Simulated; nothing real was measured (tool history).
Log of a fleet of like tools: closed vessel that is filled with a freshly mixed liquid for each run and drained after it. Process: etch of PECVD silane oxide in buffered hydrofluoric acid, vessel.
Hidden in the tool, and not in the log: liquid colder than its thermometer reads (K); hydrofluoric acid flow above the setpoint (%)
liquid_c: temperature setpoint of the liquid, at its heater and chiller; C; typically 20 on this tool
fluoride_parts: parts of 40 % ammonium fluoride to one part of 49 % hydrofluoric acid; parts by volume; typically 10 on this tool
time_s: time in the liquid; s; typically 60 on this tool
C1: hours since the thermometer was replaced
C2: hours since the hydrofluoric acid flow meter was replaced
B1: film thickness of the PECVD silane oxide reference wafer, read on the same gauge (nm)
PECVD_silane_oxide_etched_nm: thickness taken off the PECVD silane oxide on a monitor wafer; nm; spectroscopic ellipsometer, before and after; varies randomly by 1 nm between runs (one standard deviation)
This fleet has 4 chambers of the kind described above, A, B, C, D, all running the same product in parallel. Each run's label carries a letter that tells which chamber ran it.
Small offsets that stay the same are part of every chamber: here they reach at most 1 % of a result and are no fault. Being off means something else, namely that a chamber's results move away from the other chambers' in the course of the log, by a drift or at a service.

run 1C hour=3.9 | liquid_c=20 fluoride_parts=10 time_s=60 | C1=1882.4 C2=647.3 | B1=139.99 | PECVD_silane_oxide_etched_nm=118.08
run 2B hour=7.9 | liquid_c=20 fluoride_parts=10 time_s=60 | C1=366 C2=1697.2 | B1=139.98 | PECVD_silane_oxide_etched_nm=120.18
run 3A hour=11.3 | liquid_c=20 fluoride_parts=10 time_s=60 | C1=588.5 C2=1011.5 | B1=139.98 | PECVD_silane_oxide_etched_nm=118.65
run 4D hour=18 | liquid_c=20 fluoride_parts=10 time_s=60 | C1=1084.6 C2=2504 | B1=140.05 | PECVD_silane_oxide_etched_nm=118.34
run 5D hour=22.5 | liquid_c=20 fluoride_parts=10 time_s=60 | C1=1089.1 C2=2508.5 | B1=140.01 | PECVD_silane_oxide_etched_nm=122.22
run 6B hour=27.6 | liquid_c=20 fluoride_parts=10 time_s=60 | C1=385.7 C2=1716.9 | B1=139.96 | PECVD_silane_oxide_etched_nm=116.58
run 7C hour=33.1 | liquid_c=20 fluoride_parts=10 time_s=60 | C1=1911.6 C2=676.5 | B1=139.99 | PECVD_silane_oxide_etched_nm=118.68
run 8A hour=36.7 | liquid_c=20 fluoride_parts=10 time_s=60 | C1=613.9 C2=1036.9 | B1=139.99 | PECVD_silane_oxide_etched_nm=118.37
-- hour=38.5 chamber D: hydrofluoric acid flow meter replaced
-- hour=41.6 chamber D: thermometer replaced
run 9A hour=41.8 | liquid_c=20 fluoride_parts=10 time_s=60 | C1=619 C2=1042 | B1=139.99 | PECVD_silane_oxide_etched_nm=120.44
run 10B hour=47.4 | liquid_c=20 fluoride_parts=10 time_s=60 | C1=405.5 C2=1736.7 | B1=139.98 | PECVD_silane_oxide_etched_nm=116.39
run 11D hour=53 | liquid_c=20 fluoride_parts=10 time_s=60 | C1=11.5 C2=14.5 | B1=139.98 | PECVD_silane_oxide_etched_nm=119.01
run 12C hour=59.4 | liquid_c=20 fluoride_parts=10 time_s=60 | C1=1937.9 C2=702.8 | B1=140.02 | PECVD_silane_oxide_etched_nm=117.89
run 13A hour=63.1 | liquid_c=20 fluoride_parts=10 time_s=60 | C1=640.3 C2=1063.3 | B1=140.02 | PECVD_silane_oxide_etched_nm=117.99
run 14B hour=66.7 | liquid_c=18.5 fluoride_parts=10 time_s=60 | C1=424.8 C2=1756 | B1=140.02 | PECVD_silane_oxide_etched_nm=106.25
run 15C hour=71.7 | liquid_c=18.5 fluoride_parts=10 time_s=60 | C1=1950.2 C2=715.1 | B1=139.98 | PECVD_silane_oxide_etched_nm=107.96
run 16D hour=76.3 | liquid_c=18.5 fluoride_parts=10 time_s=60 | C1=34.8 C2=37.8 | B1=140 | PECVD_silane_oxide_etched_nm=108.12
run 17C hour=80.8 | liquid_c=18.5 fluoride_parts=10 time_s=60 | C1=1959.3 C2=724.2 | B1=140 | PECVD_silane_oxide_etched_nm=108.67
run 18D hour=84.8 | liquid_c=20 fluoride_parts=10 time_s=60 | C1=43.3 C2=46.3 | B1=140.02 | PECVD_silane_oxide_etched_nm=119.26
run 19A hour=90.1 | liquid_c=20 fluoride_parts=10 time_s=60 | C1=667.3 C2=1090.3 | B1=140.01 | PECVD_silane_oxide_etched_nm=116.96
run 20B hour=96.9 | liquid_c=20 fluoride_parts=10 time_s=60 | C1=455 C2=1786.2 | B1=140.01 | PECVD_silane_oxide_etched_nm=112.59
run 21C hour=102.1 | liquid_c=20 fluoride_parts=10 time_s=60 | C1=1980.6 C2=745.5 | B1=140.04 | PECVD_silane_oxide_etched_nm=117.8
run 22A hour=107.7 | liquid_c=20 fluoride_parts=10 time_s=60 | C1=684.9 C2=1107.9 | B1=139.94 | PECVD_silane_oxide_etched_nm=118.32
run 23D hour=114.3 | liquid_c=20 fluoride_parts=6.5 time_s=60 | C1=72.8 C2=75.8 | B1=140.01 | PECVD_silane_oxide_etched_nm=178.77
run 24B hour=119.2 | liquid_c=20 fluoride_parts=6.5 time_s=60 | C1=477.3 C2=1808.5 | B1=140.02 | PECVD_silane_oxide_etched_nm=167.5
run 25B hour=124.5 | liquid_c=20 fluoride_parts=6.5 time_s=60 | C1=482.6 C2=1813.8 | B1=139.99 | PECVD_silane_oxide_etched_nm=165.67
run 26C hour=128.1 | liquid_c=20 fluoride_parts=6.5 time_s=60 | C1=2006.6 C2=771.5 | B1=140.04 | PECVD_silane_oxide_etched_nm=174.96
run 27A hour=131.8 | liquid_c=20 fluoride_parts=10 time_s=60 | C1=709 C2=1132 | B1=140.02 | PECVD_silane_oxide_etched_nm=119.77
run 28D hour=137.1 | liquid_c=20 fluoride_parts=10 time_s=60 | C1=95.6 C2=98.6 | B1=140.04 | PECVD_silane_oxide_etched_nm=117.73
-- hour=138.3 chamber C: thermometer replaced
run 29D hour=141.3 | liquid_c=20 fluoride_parts=10 time_s=60 | C1=99.8 C2=102.8 | B1=139.99 | PECVD_silane_oxide_etched_nm=118.49
run 30C hour=144.4 | liquid_c=20 fluoride_parts=10 time_s=60 | C1=6.2 C2=787.8 | B1=140.07 | PECVD_silane_oxide_etched_nm=119.71
run 31A hour=147.9 | liquid_c=20 fluoride_parts=10 time_s=60 | C1=725.1 C2=1148.1 | B1=140 | PECVD_silane_oxide_etched_nm=118.47
run 32B hour=153.5 | liquid_c=20 fluoride_parts=10 time_s=60 | C1=511.6 C2=1842.8 | B1=140.02 | PECVD_silane_oxide_etched_nm=108.97
run 33D hour=157.3 | liquid_c=20 fluoride_parts=10 time_s=60 | C1=115.8 C2=118.8 | B1=139.95 | PECVD_silane_oxide_etched_nm=117.36
run 34A hour=162.5 | liquid_c=20 fluoride_parts=10 time_s=60 | C1=739.7 C2=1162.7 | B1=139.99 | PECVD_silane_oxide_etched_nm=119.05
run 35B hour=167.6 | liquid_c=20 fluoride_parts=10 time_s=60 | C1=525.7 C2=1856.9 | B1=140 | PECVD_silane_oxide_etched_nm=109.84
run 36C hour=171 | liquid_c=18 fluoride_parts=10 time_s=85 | C1=32.8 C2=814.4 | B1=140.02 | PECVD_silane_oxide_etched_nm=151.21
run 37B hour=177.7 | liquid_c=18 fluoride_parts=10 time_s=85 | C1=535.8 C2=1867 | B1=140.01 | PECVD_silane_oxide_etched_nm=136.01
run 38C hour=181.5 | liquid_c=18 fluoride_parts=10 time_s=85 | C1=43.3 C2=824.9 | B1=140.06 | PECVD_silane_oxide_etched_nm=151.13
run 39D hour=186.8 | liquid_c=18 fluoride_parts=10 time_s=85 | C1=145.3 C2=148.3 | B1=139.98 | PECVD_silane_oxide_etched_nm=151.49
run 40A hour=191.4 | liquid_c=20 fluoride_parts=10 time_s=60 | C1=768.6 C2=1191.6 | B1=140 | PECVD_silane_oxide_etched_nm=119.17
run 41A hour=197.7 | liquid_c=24.5 fluoride_parts=10 time_s=85 | C1=774.9 C2=1197.9 | B1=140 | PECVD_silane_oxide_etched_nm=217.22
run 42D hour=204.3 | liquid_c=24.5 fluoride_parts=10 time_s=85 | C1=162.8 C2=165.8 | B1=139.98 | PECVD_silane_oxide_etched_nm=216.95

All 4 chambers run these settings next. Forecast each chamber's results:
run 43A hour=209.3 | liquid_c=24.5 fluoride_parts=10 time_s=60 | PECVD_silane_oxide_etched_nm=?
run 43B hour=209.3 | liquid_c=24.5 fluoride_parts=10 time_s=60 | PECVD_silane_oxide_etched_nm=?
run 43C hour=209.3 | liquid_c=24.5 fluoride_parts=10 time_s=60 | PECVD_silane_oxide_etched_nm=?
run 43D hour=209.3 | liquid_c=24.5 fluoride_parts=10 time_s=60 | PECVD_silane_oxide_etched_nm=?

run=43A PECVD_silane_oxide_etched_nm=153.5
run=43B PECVD_silane_oxide_etched_nm=132.63
run=43C PECVD_silane_oxide_etched_nm=151.68
run=43D PECVD_silane_oxide_etched_nm=154
